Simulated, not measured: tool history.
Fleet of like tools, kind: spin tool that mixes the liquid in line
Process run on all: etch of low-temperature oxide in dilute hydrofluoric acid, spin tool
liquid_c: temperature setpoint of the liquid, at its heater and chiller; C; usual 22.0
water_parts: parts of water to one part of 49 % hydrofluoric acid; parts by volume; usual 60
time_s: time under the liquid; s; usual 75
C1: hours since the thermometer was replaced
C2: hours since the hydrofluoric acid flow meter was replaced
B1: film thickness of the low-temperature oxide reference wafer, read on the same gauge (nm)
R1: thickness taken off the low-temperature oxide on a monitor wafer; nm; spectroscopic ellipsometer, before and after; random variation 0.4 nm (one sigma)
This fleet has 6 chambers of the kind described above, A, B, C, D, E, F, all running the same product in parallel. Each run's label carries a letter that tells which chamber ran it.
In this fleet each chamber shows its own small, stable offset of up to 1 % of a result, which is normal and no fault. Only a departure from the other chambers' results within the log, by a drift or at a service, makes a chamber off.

{"run": "1C", "hour": 8.3, "liquid_c": 22.0, "water_parts": 60, "time_s": 75, "C1": 1450.1, "C2": 222.7, "B1": 129.99, "R1": 39.099}
{"run": "2E", "hour": 15.8, "liquid_c": 22.0, "water_parts": 60, "time_s": 75, "C1": 388.7, "C2": 1263.9, "B1": 130.02, "R1": 39.857}
{"run": "3D", "hour": 23.9, "liquid_c": 22.0, "water_parts": 60, "time_s": 75, "C1": 162.1, "C2": 577.4, "B1": 129.99, "R1": 39.672}
{"run": "4F", "hour": 28.8, "liquid_c": 22.0, "water_parts": 60, "time_s": 75, "C1": 561.6, "C2": 1482.8, "B1": 130.01, "R1": 38.977}
{"run": "5A", "hour": 34.5, "liquid_c": 22.0, "water_parts": 60, "time_s": 75, "C1": 489.1, "C2": 1371.1, "B1": 130.01, "R1": 40.346}
{"run": "6B", "hour": 41.9, "liquid_c": 22.0, "water_parts": 60, "time_s": 75, "C1": 222.0, "C2": 144.6, "B1": 130.01, "R1": 38.538}
{"run": "7C", "hour": 50.2, "liquid_c": 22.0, "water_parts": 85, "time_s": 105, "C1": 1492.0, "C2": 264.6, "B1": 129.98, "R1": 38.558}
{"run": "8F", "hour": 58.6, "liquid_c": 22.0, "water_parts": 85, "time_s": 105, "C1": 591.4, "C2": 1512.6, "B1": 130.0, "R1": 37.899}
{"run": "9E", "hour": 65.3, "liquid_c": 22.0, "water_parts": 85, "time_s": 105, "C1": 438.2, "C2": 1313.4, "B1": 130.0, "R1": 38.587}
{"run": "10D", "hour": 74.3, "liquid_c": 22.0, "water_parts": 85, "time_s": 105, "C1": 212.5, "C2": 627.8, "B1": 130.01, "R1": 37.605}
{"run": "11B", "hour": 78.3, "liquid_c": 22.0, "water_parts": 85, "time_s": 105, "C1": 258.4, "C2": 181.0, "B1": 130.01, "R1": 37.909}
{"run": "12A", "hour": 84.5, "liquid_c": 22.0, "water_parts": 85, "time_s": 105, "C1": 539.1, "C2": 1421.1, "B1": 130.0, "R1": 38.784}
{"run": "13D", "hour": 89.2, "liquid_c": 22.0, "water_parts": 60, "time_s": 75, "C1": 227.4, "C2": 642.7, "B1": 130.01, "R1": 39.597}
{"run": "14A", "hour": 98.1, "liquid_c": 22.0, "water_parts": 60, "time_s": 75, "C1": 552.7, "C2": 1434.7, "B1": 130.03, "R1": 39.474}
{"run": "15C", "hour": 103.1, "liquid_c": 22.0, "water_parts": 60, "time_s": 75, "C1": 1544.9, "C2": 317.5, "B1": 129.99, "R1": 39.581}
{"run": "16B", "hour": 108.6, "liquid_c": 22.0, "water_parts": 60, "time_s": 75, "C1": 288.7, "C2": 211.3, "B1": 130.0, "R1": 39.807}
{"run": "17F", "hour": 117.1, "liquid_c": 22.0, "water_parts": 60, "time_s": 75, "C1": 649.9, "C2": 1571.1, "B1": 129.99, "R1": 39.703}
{"run": "18E", "hour": 121.1, "liquid_c": 22.0, "water_parts": 60, "time_s": 75, "C1": 494.0, "C2": 1369.2, "B1": 130.0, "R1": 40.181}
{"run": "19C", "hour": 129.4, "liquid_c": 22.0, "water_parts": 60, "time_s": 75, "C1": 1571.2, "C2": 343.8, "B1": 129.98, "R1": 39.006}
{"run": "20E", "hour": 136.4, "liquid_c": 22.0, "water_parts": 50, "time_s": 40, "C1": 509.3, "C2": 1384.5, "B1": 130.01, "R1": 25.611}
{"hour": 139.0, "done": "chamber D: hydrofluoric acid flow meter replaced"}
{"run": "21A", "hour": 145.2, "liquid_c": 22.0, "water_parts": 50, "time_s": 40, "C1": 599.8, "C2": 1481.8, "B1": 129.98, "R1": 25.519}
{"run": "22B", "hour": 152.9, "liquid_c": 22.0, "water_parts": 50, "time_s": 40, "C1": 333.0, "C2": 255.6, "B1": 129.98, "R1": 25.753}
{"run": "23F", "hour": 157.3, "liquid_c": 22.0, "water_parts": 50, "time_s": 40, "C1": 690.1, "C2": 1611.3, "B1": 130.0, "R1": 25.425}
{"run": "24D", "hour": 165.6, "liquid_c": 22.0, "water_parts": 50, "time_s": 40, "C1": 303.8, "C2": 26.6, "B1": 130.0, "R1": 25.211}
{"run": "25B", "hour": 172.0, "liquid_c": 22.0, "water_parts": 50, "time_s": 40, "C1": 352.1, "C2": 274.7, "B1": 130.0, "R1": 25.582}
{"run": "26E", "hour": 176.0, "liquid_c": 22.0, "water_parts": 60, "time_s": 75, "C1": 548.9, "C2": 1424.1, "B1": 130.0, "R1": 39.605}
{"run": "27C", "hour": 182.9, "liquid_c": 26.5, "water_parts": 60, "time_s": 105, "C1": 1624.7, "C2": 397.3, "B1": 130.01, "R1": 65.994}
{"run": "28D", "hour": 191.1, "liquid_c": 26.5, "water_parts": 60, "time_s": 105, "C1": 329.3, "C2": 52.1, "B1": 129.97, "R1": 66.749}
{"run": "29F", "hour": 195.3, "liquid_c": 26.5, "water_parts": 60, "time_s": 105, "C1": 728.1, "C2": 1649.3, "B1": 130.01, "R1": 67.614}
{"run": "30A", "hour": 201.6, "liquid_c": 26.5, "water_parts": 60, "time_s": 105, "C1": 656.2, "C2": 1538.2, "B1": 130.01, "R1": 66.039}
{"run": "31A", "hour": 208.6, "liquid_c": 26.5, "water_parts": 60, "time_s": 105, "C1": 663.2, "C2": 1545.2, "B1": 130.02, "R1": 66.089}
{"run": "32B", "hour": 214.8, "liquid_c": 26.5, "water_parts": 60, "time_s": 105, "C1": 394.9, "C2": 317.5, "B1": 130.01, "R1": 66.323}
{"run": "33C", "hour": 223.2, "liquid_c": 22.0, "water_parts": 60, "time_s": 75, "C1": 1665.0, "C2": 437.6, "B1": 129.99, "R1": 39.007}
{"run": "34D", "hour": 231.4, "liquid_c": 22.0, "water_parts": 60, "time_s": 50, "C1": 369.6, "C2": 92.4, "B1": 130.0, "R1": 26.293}
{"run": "35E", "hour": 238.7, "liquid_c": 22.0, "water_parts": 60, "time_s": 50, "C1": 611.6, "C2": 1486.8, "B1": 130.04, "R1": 26.704}
{"run": "36F", "hour": 245.7, "liquid_c": 22.0, "water_parts": 60, "time_s": 50, "C1": 778.5, "C2": 1699.7, "B1": 130.0, "R1": 26.397}
{"run": "37E", "hour": 254.3, "liquid_c": 22.0, "water_parts": 60, "time_s": 50, "C1": 627.2, "C2": 1502.4, "B1": 130.0, "R1": 26.622}
{"run": "38D", "hour": 263.4, "liquid_c": 22.0, "water_parts": 60, "time_s": 50, "C1": 401.6, "C2": 124.4, "B1": 130.0, "R1": 26.491}
{"run": "39A", "hour": 272.3, "liquid_c": 22.0, "water_parts": 60, "time_s": 50, "C1": 726.9, "C2": 1608.9, "B1": 130.0, "R1": 25.854}
{"run": "40B", "hour": 279.0, "liquid_c": 22.0, "water_parts": 60, "time_s": 75, "C1": 459.1, "C2": 381.7, "B1": 129.99, "R1": 39.76}
{"run": "41C", "hour": 284.6, "liquid_c": 22.0, "water_parts": 60, "time_s": 75, "C1": 1726.4, "C2": 499.0, "B1": 129.99, "R1": 39.37}
{"run": "42F", "hour": 291.0, "liquid_c": 22.0, "water_parts": 60, "time_s": 75, "C1": 823.8, "C2": 1745.0, "B1": 130.0, "R1": 39.574}

For the next run the whole fleet of 6 chambers uses the same settings. Give each chamber's results:
{"run": "43A", "hour": 297.5, "liquid_c": 22.0, "water_parts": 60, "time_s": 105, "R1": "?"}
{"run": "43B", "hour": 297.5, "liquid_c": 22.0, "water_parts": 60, "time_s": 105, "R1": "?"}
{"run": "43C", "hour": 297.5, "liquid_c": 22.0, "water_parts": 60, "time_s": 105, "R1": "?"}
{"run": "43D", "hour": 297.5, "liquid_c": 22.0, "water_parts": 60, "time_s": 105, "R1": "?"}
{"run": "43E", "hour": 297.5, "liquid_c": 22.0, "water_parts": 60, "time_s": 105, "R1": "?"}
{"run": "43F", "hour": 297.5, "liquid_c": 22.0, "water_parts": 60, "time_s": 105, "R1": "?"}

run=43A R1=54.887
run=43B R1=56.007
run=43C R1=54.777
run=43D R1=55.355
run=43E R1=56.558
run=43F R1=55.609

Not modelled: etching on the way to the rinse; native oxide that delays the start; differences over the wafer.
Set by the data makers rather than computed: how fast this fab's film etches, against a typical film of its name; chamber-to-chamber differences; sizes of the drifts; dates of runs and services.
